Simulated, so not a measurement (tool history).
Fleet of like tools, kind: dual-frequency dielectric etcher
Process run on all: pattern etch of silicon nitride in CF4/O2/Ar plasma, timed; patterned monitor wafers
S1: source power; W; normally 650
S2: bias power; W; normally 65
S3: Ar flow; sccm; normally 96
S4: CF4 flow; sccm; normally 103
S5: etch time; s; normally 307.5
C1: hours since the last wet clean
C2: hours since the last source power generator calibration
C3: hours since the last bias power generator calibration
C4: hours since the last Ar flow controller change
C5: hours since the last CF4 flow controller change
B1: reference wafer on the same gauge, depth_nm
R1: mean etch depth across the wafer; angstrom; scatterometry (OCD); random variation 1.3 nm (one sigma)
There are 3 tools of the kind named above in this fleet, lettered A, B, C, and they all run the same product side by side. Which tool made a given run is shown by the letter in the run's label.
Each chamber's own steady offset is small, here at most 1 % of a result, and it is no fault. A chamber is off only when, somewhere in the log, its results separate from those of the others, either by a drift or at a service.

run   hour   S1  S2  S3   S4     S5     C1      C2      C3      C4      C5      B1      R1
 1A    9.1  650  65  96  103  307.5  305.6    44.2  2558.3  1487.2  1714.2  869.06  8151.5
 2B   15.8  650  65  96  103  307.5  463.9   507.4   376.8  1690.3  4809.5  868.58  8252.2
 3C   25.3  650  65  96  103  307.5  252.8  1422.3   497.1  2977.6  1483.7  868.09  8191.6
      29.4  -- chamber A: wet clean of the chamber
 4A   31.6  650  65  96  103  307.5    2.3    66.7  2580.8  1509.7  1736.7  868.07  8136.1
 5B   39.9  650  65  96  103  307.5    488   531.5   400.9  1714.4  4833.6  868.01    8225
 6C   49.4  650  65  96  103  307.5  276.9  1446.4   521.2  3001.7  1507.8  867.85  8166.1
 7C   53.9  650  65  96  103  307.5  281.4  1450.9   525.7  3006.2  1512.3  867.99  8205.1
 8A   62.6  650  65  96  103  307.5   33.3    97.7  2611.8  1540.7  1767.7  867.19  8146.7
 9B   69.7  650  65  96  103  307.5  517.8   561.3   430.7  1744.2  4863.4  867.41  8235.2
10C   74.4  520  73  96  103  307.5  301.9  1471.4   546.2  3026.7  1532.8  867.09  7053.5
11B   84.6  520  73  96  103  307.5  532.7   576.2   445.6  1759.1  4878.3  867.12  7113.1
12A   94.5  520  73  96  103  307.5   65.2   129.6  2643.7  1572.6  1799.6  866.59  6987.1
13B  101.7  650  65  96  103  307.5  549.8   593.3   462.7  1776.2  4895.4  866.47  8224.9
     106.5  -- chamber B: wet clean of the chamber
14C  106.7  650  65  96  103  233.5  334.2  1503.7   578.5    3059  1565.1  866.27  6211.1
15A    112  650  65  96  103  233.5   82.7   147.1  2661.2  1590.1  1817.1  866.15  6168.3
16B  121.2  650  65  96  103  233.5   14.7   612.8   482.2  1795.7  4914.9  865.92  6225.5
17A  126.4  650  65  96  103  307.5   97.1   161.5  2675.6  1604.5  1831.5  865.59    8108
18C  135.6  650  65  88  103  307.5  363.1  1532.6   607.4  3087.9    1594  865.35  8240.8
19A    141  650  65  88  103  307.5  111.7   176.1  2690.2  1619.1  1846.1  865.84  8195.6
20B  150.5  650  65  88  103  307.5     44   642.1   511.5    1825  4944.2  865.17  8289.5
21C  157.6  650  65  96  103  307.5  385.1  1554.6   629.4  3109.9    1616  865.15  8171.6
22A  162.8  650  65  96  103  307.5  133.5   197.9    2712  1640.9  1867.9  865.01  8109.9
23B    171  650  65  96  103  307.5   64.5   662.6     532  1845.5  4964.7  864.43  8183.7
24C  178.8  650  65  96  103  307.5  406.3  1575.8   650.6  3131.1  1637.2  864.15  8154.9
25A  188.2  650  65  96  103  307.5  158.9   223.3  2737.4  1666.3  1893.3  864.17  8130.2
26C  192.8  650  65  96  103  307.5  420.3  1589.8   664.6  3145.1  1651.2  864.45  8171.1
27B  201.1  650  65  96  103  307.5   94.6   692.7   562.1  1875.6  4994.8   863.7  8166.6
28C  210.8  650  65  96  103  307.5  438.3  1607.8   682.6  3163.1  1669.2  863.74  8151.5

The same settings go to every chamber for the next run, one line per chamber below. Forecast the results for each:
29A  218.2  800  65  96  103  307.5                           ?
29B  218.2  800  65  96  103  307.5                           ?
29C  218.2  800  65  96  103  307.5                           ?

run      R1
29A  9732.2
29B  9807.5
29C    9763
